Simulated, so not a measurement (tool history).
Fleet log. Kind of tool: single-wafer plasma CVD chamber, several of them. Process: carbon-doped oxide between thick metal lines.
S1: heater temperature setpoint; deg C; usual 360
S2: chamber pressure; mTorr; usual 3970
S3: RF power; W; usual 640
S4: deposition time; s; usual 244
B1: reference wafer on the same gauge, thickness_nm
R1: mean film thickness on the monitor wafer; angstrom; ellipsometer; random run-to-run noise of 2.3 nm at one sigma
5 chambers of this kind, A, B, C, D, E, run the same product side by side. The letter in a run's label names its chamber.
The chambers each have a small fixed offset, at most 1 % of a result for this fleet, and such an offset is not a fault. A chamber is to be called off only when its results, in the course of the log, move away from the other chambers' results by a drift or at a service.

Run 1D, hour 6.0: usual settings; B1 1220.3. Result: R1 13475 angstrom.
Run 2A, hour 15.6: usual settings; B1 1220.6. Result: R1 13428 angstrom.
Run 3B, hour 25.9: usual settings; B1 1220.5. Result: R1 13512 angstrom.
Run 4E, hour 32.9: usual settings; B1 1220.5. Result: R1 13472 angstrom.
Run 5C, hour 41.5: usual settings; B1 1221.8. Result: R1 13502 angstrom.
Run 6A, hour 49.4: usual settings; B1 1221.2. Result: R1 13471 angstrom.
Run 7E, hour 59.9: usual settings; B1 1221.7. Result: R1 13446 angstrom.
At hour 61.8: chamber B: thermocouple changed; heater temperature recalibrated.
Run 8D, hour 67.0: usual settings; B1 1222.1. Result: R1 13404 angstrom.
Run 9C, hour 72.3: usual settings; B1 1221.7. Result: R1 13482 angstrom.
Run 10B, hour 77.7: usual settings; B1 1222.1. Result: R1 13596 angstrom.
Run 11E, hour 84.7: usual settings; B1 1222.6. Result: R1 13486 angstrom.
Run 12B, hour 96.2: usual settings; B1 1222.5. Result: R1 13565 angstrom.
Run 13C, hour 103.4: usual settings; B1 1223.3. Result: R1 13543 angstrom.
Run 14D, hour 114.9: usual settings; B1 1222.8. Result: R1 13476 angstrom.
Run 15A, hour 120.9: usual settings; B1 1223.1. Result: R1 13482 angstrom.
Run 16C, hour 127.2: usual settings; B1 1224.1. Result: R1 13470 angstrom.
Run 17B, hour 137.0: usual settings; B1 1223.9. Result: R1 13592 angstrom.
Run 18D, hour 146.4: usual settings; B1 1224.4. Result: R1 13486 angstrom.
Run 19A, hour 152.5: usual settings; B1 1223.8. Result: R1 13501 angstrom.
Run 20E, hour 162.1: usual settings; B1 1224.5. Result: R1 13500 angstrom.
At hour 163.1: chamber C: thermocouple changed; heater temperature recalibrated.
Run 21E, hour 171.5: usual settings; B1 1225.2. Result: R1 13458 angstrom.
Run 22C, hour 178.7: usual settings; B1 1225.3. Result: R1 13568 angstrom.
Run 23D, hour 184.7: usual settings; B1 1225.1. Result: R1 13510 angstrom.
At hour 193.2: chamber C: capacitance manometer re-zeroed and calibrated.
Run 24A, hour 196.5: usual settings; B1 1226.1. Result: R1 13527 angstrom.
Run 25B, hour 203.2: usual settings but S1 369 deg C; B1 1226.3. Result: R1 13323 angstrom.
Run 26C, hour 208.4: usual settings but S1 369 deg C; B1 1225.5. Result: R1 13265 angstrom.
Run 27B, hour 217.6: usual settings but S1 369 deg C; B1 1226.1. Result: R1 13343 angstrom.
Run 28E, hour 226.9: usual settings but S1 369 deg C; B1 1226.6. Result: R1 13263 angstrom.
Run 29A, hour 234.0: usual settings but S1 369 deg C; B1 1226.9. Result: R1 13240 angstrom.
Run 30D, hour 244.7: usual settings; B1 1227.3. Result: R1 13526 angstrom.
Run 31E, hour 253.8: usual settings; B1 1227.0. Result: R1 13543 angstrom.
Run 32C, hour 261.2: usual settings; B1 1227.3. Result: R1 13564 angstrom.
Run 33B, hour 272.2: usual settings; B1 1227.6. Result: R1 13581 angstrom.
Run 34D, hour 279.9: usual settings; B1 1228.3. Result: R1 13527 angstrom.
Run 35A, hour 289.4: usual settings; B1 1228.6. Result: R1 13573 angstrom.

Each of the 5 chambers runs these same settings next. Fill in every chamber's results:
Run 36A, hour 297.9: usual settings. Result: R1 ?.
Run 36B, hour 297.9: usual settings. Result: R1 ?.
Run 36C, hour 297.9: usual settings. Result: R1 ?.
Run 36D, hour 297.9: usual settings. Result: R1 ?.
Run 36E, hour 297.9: usual settings. Result: R1 ?.

run     R1
36A  13548
36B  13568
36C  13574
36D  13549
36E  13507
